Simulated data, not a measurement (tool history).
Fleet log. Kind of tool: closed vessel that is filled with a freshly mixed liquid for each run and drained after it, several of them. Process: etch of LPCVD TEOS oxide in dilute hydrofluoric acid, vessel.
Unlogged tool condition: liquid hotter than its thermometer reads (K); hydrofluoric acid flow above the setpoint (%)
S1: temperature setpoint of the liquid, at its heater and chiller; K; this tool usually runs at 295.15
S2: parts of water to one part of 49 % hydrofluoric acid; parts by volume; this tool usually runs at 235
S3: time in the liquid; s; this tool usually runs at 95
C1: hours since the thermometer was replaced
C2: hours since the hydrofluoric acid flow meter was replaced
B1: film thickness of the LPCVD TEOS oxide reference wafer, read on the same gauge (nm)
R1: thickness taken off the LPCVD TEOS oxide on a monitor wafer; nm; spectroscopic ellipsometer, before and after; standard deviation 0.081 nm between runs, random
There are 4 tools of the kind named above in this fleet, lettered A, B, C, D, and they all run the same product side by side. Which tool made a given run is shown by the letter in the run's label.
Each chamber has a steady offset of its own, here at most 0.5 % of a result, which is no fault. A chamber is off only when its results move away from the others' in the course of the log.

run	hour	S1	S2	S3	C1	C2	B1	R1
1B	10.9	295.15	235	95	747	1583.8	49.994	17.18
2D	20.8	295.15	235	95	27.7	304.5	49.964	17.03
3A	34.3	295.15	235	95	780.9	42.2	50.014	17.026
4C	41.7	295.15	235	95	266.8	1611.8	50.032	17.04
5A	56.4	295.15	235	95	803	64.3	49.969	17.006
6C	64.4	295.15	235	95	289.5	1634.5	49.985	16.992
7D	80.1	291.65	145	95	87	363.8	49.972	26.056
8B	95.6	291.65	145	95	831.7	1668.5	50.049	26.421
9A	105.4	291.65	145	95	852	113.3	50.05	25.734
10C	118.6	291.65	145	95	343.7	1688.7	49.991	26.766
11D	129.5	295.15	235	95	136.4	413.2	50.018	16.939
# hour 136.6: chamber B: hydrofluoric acid flow meter replaced
12B	141.7	295.15	235	95	877.8	5.1	50.035	16.973
13C	150.8	295.15	235	95	375.9	1720.9	49.99	17.109
14B	158.3	295.15	235	95	894.4	21.7	49.994	17.162
15A	170.4	295.15	235	95	917	178.3	50.014	16.956
16D	185.2	295.15	235	95	192.1	468.9	50.026	16.834
17B	193.8	295.15	235	95	929.9	57.2	50.008	17.036
18D	206.9	295.15	235	95	213.8	490.6	49.991	16.938
19C	221.6	295.15	235	95	446.7	1791.7	49.997	17.041
20A	233.5	295.15	235	95	980.1	241.4	50.048	16.844
21A	246.1	295.15	235	95	992.7	254	49.998	16.828
22C	259	295.15	235	95	484.1	1829.1	49.955	17.205
23D	266.9	295.15	235	95	273.8	550.6	49.981	16.869
24B	273.9	295.15	235	95	1010	137.3	49.989	17.112
25C	289.9	295.15	235	95	515	1860	50.008	17.182
26A	297.9	295.15	235	95	1044.5	305.8	49.975	17.015
27B	309.2	295.15	235	95	1045.3	172.6	49.974	17.027
# hour 314.4: chamber C: hydrofluoric acid flow meter replaced
28D	324.5	295.15	235	95	331.4	608.2	50.017	16.823
29A	337.7	295.15	235	95	1084.3	345.6	49.968	16.813
30C	344.7	295.15	235	95	569.8	30.3	49.966	17.002

Next, every chamber runs the same settings. What will each give?
31A	356.2	295.15	235	95				?
31B	356.2	295.15	235	95				?
31C	356.2	295.15	235	95				?
31D	356.2	295.15	235	95				?

run	R1
31A	17.044
31B	17.032
31C	16.952
31D	16.942
